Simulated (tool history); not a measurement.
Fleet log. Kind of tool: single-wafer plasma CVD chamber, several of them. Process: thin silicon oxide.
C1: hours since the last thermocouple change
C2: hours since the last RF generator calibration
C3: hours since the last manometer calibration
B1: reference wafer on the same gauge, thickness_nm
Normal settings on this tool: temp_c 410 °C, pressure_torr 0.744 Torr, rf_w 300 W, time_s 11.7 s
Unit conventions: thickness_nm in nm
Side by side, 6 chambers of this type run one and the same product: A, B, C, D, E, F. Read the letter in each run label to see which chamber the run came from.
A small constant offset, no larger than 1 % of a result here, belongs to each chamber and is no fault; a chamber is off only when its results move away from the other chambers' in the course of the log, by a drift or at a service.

{"run": "1E", "hour": 5.3, "temp_c": 410, "pressure_torr": 0.744, "rf_w": 300, "time_s": 11.7, "C1": 1192.4, "C2": 1844.4, "C3": 1293.9, "B1": 20.887, "thickness_nm": 19.914}
{"run": "2F", "hour": 12.7, "temp_c": 410, "pressure_torr": 0.744, "rf_w": 300, "time_s": 11.7, "C1": 802.4, "C2": 515.1, "C3": 1130.2, "B1": 20.875, "thickness_nm": 20.05}
{"hour": 15.7, "done": "chamber E: thermocouple changed; heater temperature recalibrated"}
{"hour": 15.9, "done": "chamber F: capacitance manometer re-zeroed and calibrated"}
{"run": "3D", "hour": 19.9, "temp_c": 410, "pressure_torr": 0.744, "rf_w": 300, "time_s": 11.7, "C1": 1191.5, "C2": 461.0, "C3": 2206.4, "B1": 20.897, "thickness_nm": 19.947}
{"run": "4A", "hour": 28.2, "temp_c": 410, "pressure_torr": 0.744, "rf_w": 300, "time_s": 11.7, "C1": 443.6, "C2": 1121.5, "C3": 300.4, "B1": 20.905, "thickness_nm": 19.65}
{"run": "5B", "hour": 36.5, "temp_c": 424, "pressure_torr": 0.744, "rf_w": 300, "time_s": 10.8, "C1": 1002.6, "C2": 1073.9, "C3": 41.2, "B1": 20.888, "thickness_nm": 18.174}
{"run": "6C", "hour": 45.2, "temp_c": 424, "pressure_torr": 0.744, "rf_w": 300, "time_s": 10.8, "C1": 2276.6, "C2": 609.4, "C3": 2335.3, "B1": 20.887, "thickness_nm": 18.177}
{"run": "7D", "hour": 52.0, "temp_c": 424, "pressure_torr": 0.744, "rf_w": 300, "time_s": 10.8, "C1": 1223.6, "C2": 493.1, "C3": 2238.5, "B1": 20.889, "thickness_nm": 18.062}
{"run": "8A", "hour": 56.2, "temp_c": 424, "pressure_torr": 0.744, "rf_w": 300, "time_s": 10.8, "C1": 471.6, "C2": 1149.5, "C3": 328.4, "B1": 20.922, "thickness_nm": 18.162}
{"run": "9B", "hour": 60.9, "temp_c": 424, "pressure_torr": 0.744, "rf_w": 300, "time_s": 10.8, "C1": 1027.0, "C2": 1098.3, "C3": 65.6, "B1": 20.923, "thickness_nm": 18.005}
{"run": "10C", "hour": 68.1, "temp_c": 424, "pressure_torr": 0.744, "rf_w": 300, "time_s": 10.8, "C1": 2299.5, "C2": 632.3, "C3": 2358.2, "B1": 20.892, "thickness_nm": 18.126}
{"run": "11F", "hour": 76.8, "temp_c": 397, "pressure_torr": 0.744, "rf_w": 300, "time_s": 11.7, "C1": 866.5, "C2": 579.2, "C3": 61.0, "B1": 20.903, "thickness_nm": 20.187}
{"run": "12E", "hour": 81.8, "temp_c": 397, "pressure_torr": 0.744, "rf_w": 300, "time_s": 11.7, "C1": 66.1, "C2": 1920.9, "C3": 1370.4, "B1": 20.908, "thickness_nm": 19.889}
{"run": "13A", "hour": 88.1, "temp_c": 397, "pressure_torr": 0.744, "rf_w": 300, "time_s": 11.7, "C1": 503.5, "C2": 1181.4, "C3": 360.3, "B1": 20.9, "thickness_nm": 19.577}
{"run": "14D", "hour": 95.5, "temp_c": 397, "pressure_torr": 0.744, "rf_w": 300, "time_s": 11.7, "C1": 1267.1, "C2": 536.6, "C3": 2282.0, "B1": 20.877, "thickness_nm": 20.1}
{"run": "15C", "hour": 104.0, "temp_c": 397, "pressure_torr": 0.744, "rf_w": 300, "time_s": 11.7, "C1": 2335.4, "C2": 668.2, "C3": 2394.1, "B1": 20.921, "thickness_nm": 20.275}
{"run": "16E", "hour": 111.3, "temp_c": 397, "pressure_torr": 0.744, "rf_w": 300, "time_s": 11.7, "C1": 95.6, "C2": 1950.4, "C3": 1399.9, "B1": 20.888, "thickness_nm": 20.026}
{"run": "17F", "hour": 116.7, "temp_c": 410, "pressure_torr": 0.744, "rf_w": 245, "time_s": 11.7, "C1": 906.4, "C2": 619.1, "C3": 100.9, "B1": 20.895, "thickness_nm": 18.392}
{"run": "18B", "hour": 120.8, "temp_c": 410, "pressure_torr": 0.744, "rf_w": 245, "time_s": 11.7, "C1": 1086.9, "C2": 1158.2, "C3": 125.5, "B1": 20.899, "thickness_nm": 18.251}
{"run": "19C", "hour": 126.8, "temp_c": 410, "pressure_torr": 0.744, "rf_w": 245, "time_s": 11.7, "C1": 2358.2, "C2": 691.0, "C3": 2416.9, "B1": 20.912, "thickness_nm": 18.239}
{"run": "20D", "hour": 132.2, "temp_c": 410, "pressure_torr": 0.744, "rf_w": 245, "time_s": 11.7, "C1": 1303.8, "C2": 573.3, "C3": 2318.7, "B1": 20.914, "thickness_nm": 18.105}
{"run": "21F", "hour": 139.0, "temp_c": 410, "pressure_torr": 0.744, "rf_w": 245, "time_s": 11.7, "C1": 928.7, "C2": 641.4, "C3": 123.2, "B1": 20.874, "thickness_nm": 18.368}
{"hour": 139.5, "done": "chamber D: capacitance manometer re-zeroed and calibrated"}
{"run": "22A", "hour": 145.4, "temp_c": 410, "pressure_torr": 0.744, "rf_w": 245, "time_s": 11.7, "C1": 560.8, "C2": 1238.7, "C3": 417.6, "B1": 20.891, "thickness_nm": 17.799}
{"run": "23E", "hour": 149.6, "temp_c": 410, "pressure_torr": 0.744, "rf_w": 300, "time_s": 11.7, "C1": 133.9, "C2": 1988.7, "C3": 1438.2, "B1": 20.92, "thickness_nm": 19.689}
{"run": "24B", "hour": 155.8, "temp_c": 410, "pressure_torr": 0.744, "rf_w": 300, "time_s": 11.7, "C1": 1121.9, "C2": 1193.2, "C3": 160.5, "B1": 20.886, "thickness_nm": 19.867}
{"run": "25F", "hour": 163.3, "temp_c": 399, "pressure_torr": 0.744, "rf_w": 270, "time_s": 11.7, "C1": 953.0, "C2": 665.7, "C3": 147.5, "B1": 20.902, "thickness_nm": 19.27}
{"run": "26C", "hour": 168.0, "temp_c": 399, "pressure_torr": 0.744, "rf_w": 270, "time_s": 11.7, "C1": 2399.4, "C2": 732.2, "C3": 2458.1, "B1": 20.882, "thickness_nm": 18.973}
{"run": "27E", "hour": 172.3, "temp_c": 399, "pressure_torr": 0.744, "rf_w": 270, "time_s": 11.7, "C1": 156.6, "C2": 2011.4, "C3": 1460.9, "B1": 20.907, "thickness_nm": 18.989}
{"run": "28A", "hour": 178.5, "temp_c": 399, "pressure_torr": 0.744, "rf_w": 270, "time_s": 11.7, "C1": 593.9, "C2": 1271.8, "C3": 450.7, "B1": 20.886, "thickness_nm": 18.517}
{"run": "29D", "hour": 183.2, "temp_c": 399, "pressure_torr": 0.744, "rf_w": 270, "time_s": 11.7, "C1": 1354.8, "C2": 624.3, "C3": 43.8, "B1": 20.906, "thickness_nm": 19.216}
{"run": "30B", "hour": 187.5, "temp_c": 399, "pressure_torr": 0.744, "rf_w": 270, "time_s": 11.7, "C1": 1153.6, "C2": 1224.9, "C3": 192.2, "B1": 20.868, "thickness_nm": 19.043}
{"run": "31E", "hour": 192.1, "temp_c": 410, "pressure_torr": 0.744, "rf_w": 300, "time_s": 11.7, "C1": 176.4, "C2": 2031.2, "C3": 1480.7, "B1": 20.905, "thickness_nm": 19.79}
{"run": "32C", "hour": 199.1, "temp_c": 410, "pressure_torr": 0.744, "rf_w": 300, "time_s": 11.7, "C1": 2430.5, "C2": 763.3, "C3": 2489.2, "B1": 20.871, "thickness_nm": 19.989}
{"run": "33D", "hour": 203.8, "temp_c": 410, "pressure_torr": 0.744, "rf_w": 300, "time_s": 11.7, "C1": 1375.4, "C2": 644.9, "C3": 64.4, "B1": 20.912, "thickness_nm": 19.723}
{"run": "34A", "hour": 209.5, "temp_c": 410, "pressure_torr": 0.744, "rf_w": 300, "time_s": 11.7, "C1": 624.9, "C2": 1302.8, "C3": 481.7, "B1": 20.905, "thickness_nm": 19.23}
{"run": "35B", "hour": 215.7, "temp_c": 410, "pressure_torr": 0.744, "rf_w": 300, "time_s": 11.7, "C1": 1181.8, "C2": 1253.1, "C3": 220.4, "B1": 20.882, "thickness_nm": 19.852}
{"run": "36F", "hour": 220.2, "temp_c": 410, "pressure_torr": 0.744, "rf_w": 300, "time_s": 11.7, "C1": 1009.9, "C2": 722.6, "C3": 204.4, "B1": 20.894, "thickness_nm": 20.025}
{"run": "37C", "hour": 227.0, "temp_c": 410, "pressure_torr": 0.744, "rf_w": 300, "time_s": 11.7, "C1": 2458.4, "C2": 791.2, "C3": 2517.1, "B1": 20.885, "thickness_nm": 20.006}
{"run": "38F", "hour": 235.6, "temp_c": 410, "pressure_torr": 0.744, "rf_w": 300, "time_s": 11.7, "C1": 1025.3, "C2": 738.0, "C3": 219.8, "B1": 20.893, "thickness_nm": 19.795}
{"run": "39D", "hour": 241.0, "temp_c": 410, "pressure_torr": 0.744, "rf_w": 300, "time_s": 11.7, "C1": 1412.6, "C2": 682.1, "C3": 101.6, "B1": 20.883, "thickness_nm": 20.032}
{"run": "40E", "hour": 247.3, "temp_c": 410, "pressure_torr": 0.581, "rf_w": 270, "time_s": 11.7, "C1": 231.6, "C2": 2086.4, "C3": 1535.9, "B1": 20.909, "thickness_nm": 14.399}

All chambers now run identical settings, listed one chamber a line with results as question marks. What results will each chamber show?
{"run": "41A", "hour": 254.0, "temp_c": 410, "pressure_torr": 0.744, "rf_w": 300, "time_s": 11.7, "thickness_nm": "?"}
{"run": "41B", "hour": 254.0, "temp_c": 410, "pressure_torr": 0.744, "rf_w": 300, "time_s": 11.7, "thickness_nm": "?"}
{"run": "41C", "hour": 254.0, "temp_c": 410, "pressure_torr": 0.744, "rf_w": 300, "time_s": 11.7, "thickness_nm": "?"}
{"run": "41D", "hour": 254.0, "temp_c": 410, "pressure_torr": 0.744, "rf_w": 300, "time_s": 11.7, "thickness_nm": "?"}
{"run": "41E", "hour": 254.0, "temp_c": 410, "pressure_torr": 0.744, "rf_w": 300, "time_s": 11.7, "thickness_nm": "?"}
{"run": "41F", "hour": 254.0, "temp_c": 410, "pressure_torr": 0.744, "rf_w": 300, "time_s": 11.7, "thickness_nm": "?"}

run=41A thickness_nm=18.772
run=41B thickness_nm=19.672
run=41C thickness_nm=19.862
run=41D thickness_nm=19.981
run=41E thickness_nm=19.824
run=41F thickness_nm=19.948
